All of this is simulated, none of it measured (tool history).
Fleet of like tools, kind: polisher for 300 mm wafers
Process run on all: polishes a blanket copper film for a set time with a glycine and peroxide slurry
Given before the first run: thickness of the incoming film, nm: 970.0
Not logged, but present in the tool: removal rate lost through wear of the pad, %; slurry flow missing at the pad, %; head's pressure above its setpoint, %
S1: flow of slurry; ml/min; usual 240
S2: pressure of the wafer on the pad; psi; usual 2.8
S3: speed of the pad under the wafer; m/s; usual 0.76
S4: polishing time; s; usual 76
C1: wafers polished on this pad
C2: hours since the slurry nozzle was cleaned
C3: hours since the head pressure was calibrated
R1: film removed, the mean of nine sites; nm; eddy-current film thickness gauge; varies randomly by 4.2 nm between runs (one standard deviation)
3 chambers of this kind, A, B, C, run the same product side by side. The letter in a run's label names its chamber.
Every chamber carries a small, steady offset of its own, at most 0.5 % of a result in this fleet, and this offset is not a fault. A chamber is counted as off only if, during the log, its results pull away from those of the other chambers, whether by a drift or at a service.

{"run": "1B", "hour": 6.8, "S1": 240, "S2": 2.8, "S3": 0.76, "S4": 76, "C1": 286, "C2": 26.4, "C3": 61.6, "R1": 390.99}
{"run": "2C", "hour": 16.6, "S1": 240, "S2": 2.8, "S3": 0.76, "S4": 76, "C1": 569, "C2": 601.2, "C3": 78.1, "R1": 392.48}
{"run": "3A", "hour": 29.8, "S1": 240, "S2": 2.8, "S3": 0.76, "S4": 76, "C1": 1049, "C2": 160.1, "C3": 113, "R1": 384.38}
{"hour": 30.1, "done": "chamber C: worn pad replaced by a new one"}
{"run": "4A", "hour": 38.2, "S1": 240, "S2": 2.8, "S3": 0.76, "S4": 76, "C1": 1160, "C2": 168.5, "C3": 121.4, "R1": 394.94}
{"hour": 44.4, "done": "chamber A: worn pad replaced by a new one"}
{"run": "5C", "hour": 44.6, "S1": 240, "S2": 2.8, "S3": 0.76, "S4": 76, "C1": 192, "C2": 629.2, "C3": 106.1, "R1": 399.68}
{"run": "6B", "hour": 53.4, "S1": 240, "S2": 2.8, "S3": 0.76, "S4": 76, "C1": 903, "C2": 73, "C3": 108.2, "R1": 396.11}
{"run": "7B", "hour": 59.9, "S1": 240, "S2": 2.8, "S3": 0.76, "S4": 94, "C1": 989, "C2": 79.5, "C3": 114.7, "R1": 471.85}
{"hour": 71.0, "done": "chamber B: worn pad replaced by a new one"}
{"run": "8C", "hour": 72.3, "S1": 240, "S2": 2.8, "S3": 0.76, "S4": 94, "C1": 559, "C2": 656.9, "C3": 133.8, "R1": 471.94}
{"run": "9A", "hour": 82.5, "S1": 240, "S2": 2.8, "S3": 0.76, "S4": 94, "C1": 505, "C2": 212.8, "C3": 165.7, "R1": 487.28}
{"run": "10B", "hour": 90.9, "S1": 240, "S2": 2.8, "S3": 0.76, "S4": 76, "C1": 263, "C2": 110.5, "C3": 145.7, "R1": 390.06}
{"hour": 91.9, "done": "chamber C: worn pad replaced by a new one"}
{"hour": 96.0, "done": "chamber C: slurry nozzle cleaned"}
{"run": "11C", "hour": 102.1, "S1": 240, "S2": 2.8, "S3": 0.62, "S4": 76, "C1": 135, "C2": 6.1, "C3": 163.6, "R1": 333.24}
{"run": "12A", "hour": 109.6, "S1": 240, "S2": 2.8, "S3": 0.62, "S4": 76, "C1": 864, "C2": 239.9, "C3": 192.8, "R1": 337.77}
{"run": "13C", "hour": 120.5, "S1": 240, "S2": 2.8, "S3": 0.62, "S4": 76, "C1": 379, "C2": 24.5, "C3": 182, "R1": 341.3}
{"run": "14A", "hour": 127.6, "S1": 240, "S2": 2.8, "S3": 0.76, "S4": 76, "C1": 1102, "C2": 257.9, "C3": 210.8, "R1": 388.7}
{"hour": 131.3, "done": "chamber A: worn pad replaced by a new one"}
{"run": "15B", "hour": 140.4, "S1": 320, "S2": 3.6, "S3": 0.76, "S4": 76, "C1": 919, "C2": 160, "C3": 195.2, "R1": 490}
{"hour": 145.2, "done": "chamber C: worn pad replaced by a new one"}
{"run": "16C", "hour": 152.9, "S1": 320, "S2": 3.6, "S3": 0.76, "S4": 76, "C1": 102, "C2": 56.9, "C3": 214.4, "R1": 500.88}
{"hour": 153.3, "done": "chamber B: worn pad replaced by a new one"}
{"run": "17B", "hour": 162.5, "S1": 320, "S2": 3.6, "S3": 0.76, "S4": 76, "C1": 122, "C2": 182.1, "C3": 217.3, "R1": 486.75}
{"run": "18A", "hour": 174.5, "S1": 240, "S2": 2.8, "S3": 0.76, "S4": 76, "C1": 572, "C2": 304.8, "C3": 257.7, "R1": 391.18}
{"run": "19A", "hour": 183.8, "S1": 240, "S2": 2.8, "S3": 0.76, "S4": 76, "C1": 695, "C2": 314.1, "C3": 267, "R1": 387.32}
{"run": "20B", "hour": 194.8, "S1": 240, "S2": 2.8, "S3": 0.62, "S4": 87, "C1": 549, "C2": 214.4, "C3": 249.6, "R1": 382.56}
{"hour": 203.4, "done": "chamber C: worn pad replaced by a new one"}
{"run": "21C", "hour": 205.1, "S1": 240, "S2": 2.8, "S3": 0.62, "S4": 87, "C1": 23, "C2": 109.1, "C3": 266.6, "R1": 383.11}
{"run": "22C", "hour": 217.4, "S1": 240, "S2": 2.8, "S3": 0.62, "S4": 87, "C1": 186, "C2": 121.4, "C3": 278.9, "R1": 386.87}
{"hour": 224.6, "done": "chamber B: worn pad replaced by a new one"}
{"run": "23A", "hour": 229.2, "S1": 240, "S2": 2.8, "S3": 0.76, "S4": 76, "C1": 1296, "C2": 359.5, "C3": 312.4, "R1": 389.74}
{"run": "24B", "hour": 241.6, "S1": 240, "S2": 1.8, "S3": 0.76, "S4": 95, "C1": 226, "C2": 261.2, "C3": 296.4, "R1": 345.59}

Predict what each chamber gives when all 3 of them run the settings below next.
{"run": "25A", "hour": 251.3, "S1": 240, "S2": 2.8, "S3": 0.76, "S4": 76, "R1": "?"}
{"run": "25B", "hour": 251.3, "S1": 240, "S2": 2.8, "S3": 0.76, "S4": 76, "R1": "?"}
{"run": "25C", "hour": 251.3, "S1": 240, "S2": 2.8, "S3": 0.76, "S4": 76, "R1": "?"}

run=25A R1=385.05
run=25B R1=389.13
run=25C R1=391.52

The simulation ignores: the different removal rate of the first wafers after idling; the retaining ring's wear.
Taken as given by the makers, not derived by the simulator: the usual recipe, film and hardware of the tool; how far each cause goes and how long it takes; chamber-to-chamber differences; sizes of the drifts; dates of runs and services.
